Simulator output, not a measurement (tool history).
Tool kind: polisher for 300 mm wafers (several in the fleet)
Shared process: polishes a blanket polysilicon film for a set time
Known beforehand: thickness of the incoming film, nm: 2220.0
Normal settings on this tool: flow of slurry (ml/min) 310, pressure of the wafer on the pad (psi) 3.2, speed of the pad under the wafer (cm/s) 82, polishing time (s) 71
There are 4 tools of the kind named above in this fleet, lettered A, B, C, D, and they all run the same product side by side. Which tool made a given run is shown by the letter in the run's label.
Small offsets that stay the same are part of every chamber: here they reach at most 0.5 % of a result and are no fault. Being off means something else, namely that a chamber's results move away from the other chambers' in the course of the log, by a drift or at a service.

run   hour  flow of slurry (ml/min)  pressure of the wafer on the pad (psi)  speed of the pad under the wafer (cm/s)  polishing time (s)  film removed (nm)
 1B    7.6                      310                                     3.2                                       82                  71             563.75
 2A   12.3                      310                                     3.2                                       82                  71             549.83
 3D   19.4                      310                                     3.2                                       82                  71             572.37
 4C     25                      310                                     3.2                                       82                  71             551.42
 5A   31.9                      310                                     3.2                                       82                  71             552.14
 6B   39.2                      310                                       4                                       82                  71             688.47
 7C   47.1                      310                                       4                                       82                  71             683.39
 8D   56.2                      310                                       4                                       82                  71             700.95
 9D     65                      310                                       4                                       82                  71             689.17
10C   71.8                      310                                     3.2                                       82                  71             565.66
      74.6  -- chamber A: slurry nozzle cleaned
11A   76.6                      310                                     3.2                                       82                  71             544.17
12B   84.8                      310                                     3.2                                       82                  71             550.52
      91.4  -- chamber D: head pressure recalibrated
13A   94.1                      310                                     3.2                                       82                  71             559.12
14B  101.4                      310                                     3.2                                       82                  71             562.37
15D    112                      310                                     3.2                                       82                  71              564.5
16C  121.1                      310                                     2.6                                       82                  71             449.01
     121.9  -- chamber A: worn pad replaced by a new one
17C    126                      310                                     2.6                                       82                  71              450.3
18B  132.2                      310                                     2.6                                       82                  71             447.81
19D  137.2                      310                                     2.6                                       82                  71              463.5
20A  144.6                      310                                     3.2                                       82                  71              562.6
21B  150.1                      310                                     3.2                                       82                  47             366.76
22C  158.7                      310                                     3.2                                       82                  47             363.73
23D  165.7                      310                                     3.2                                       82                  47             366.41
24A  172.1                      310                                     3.2                                       82                  47             373.02
     177.8  -- chamber D: worn pad replaced by a new one
25B  182.6                      310                                     3.2                                       82                  71             563.19
26C  191.3                      310                                     3.6                                       82                  55             477.54
27A  196.6                      310                                     3.6                                       82                  55             486.93
28D  204.1                      310                                     3.6                                       82                  55             485.74
       207  -- chamber B: worn pad replaced by a new one
29C    213                      310                                     3.6                                       82                  55             481.04
       223  -- chamber C: slurry nozzle cleaned
30D  223.5                      310                                     3.2                                       82                  71             555.27
     230.3  -- chamber C: worn pad replaced by a new one
     231.8  -- chamber D: slurry nozzle cleaned
31B  233.4                      310                                     3.2                                       82                  71             557.58
32A  238.8                      310                                     3.2                                       82                  71             568.17
33A    247                      310                                     3.2                                       62                  83             483.95
34D  252.7                      310                                     3.2                                       62                  83             496.33
35C  260.7                      310                                     3.2                                       62                  83             489.54
36B  266.7                      310                                     3.2                                       62                  83             491.27

Each of the 4 chambers runs these same settings next. Fill in every chamber's results:
37A  274.4                      310                                     3.2                                       82                  71                  ?
37B  274.4                      310                                     3.2                                       82                  71                  ?
37C  274.4                      310                                     3.2                                       82                  71                  ?
37D  274.4                      310                                     3.2                                       82                  71                  ?

run  film removed (nm)
37A             556.41
37B              546.9
37C             553.24
37D             562.02
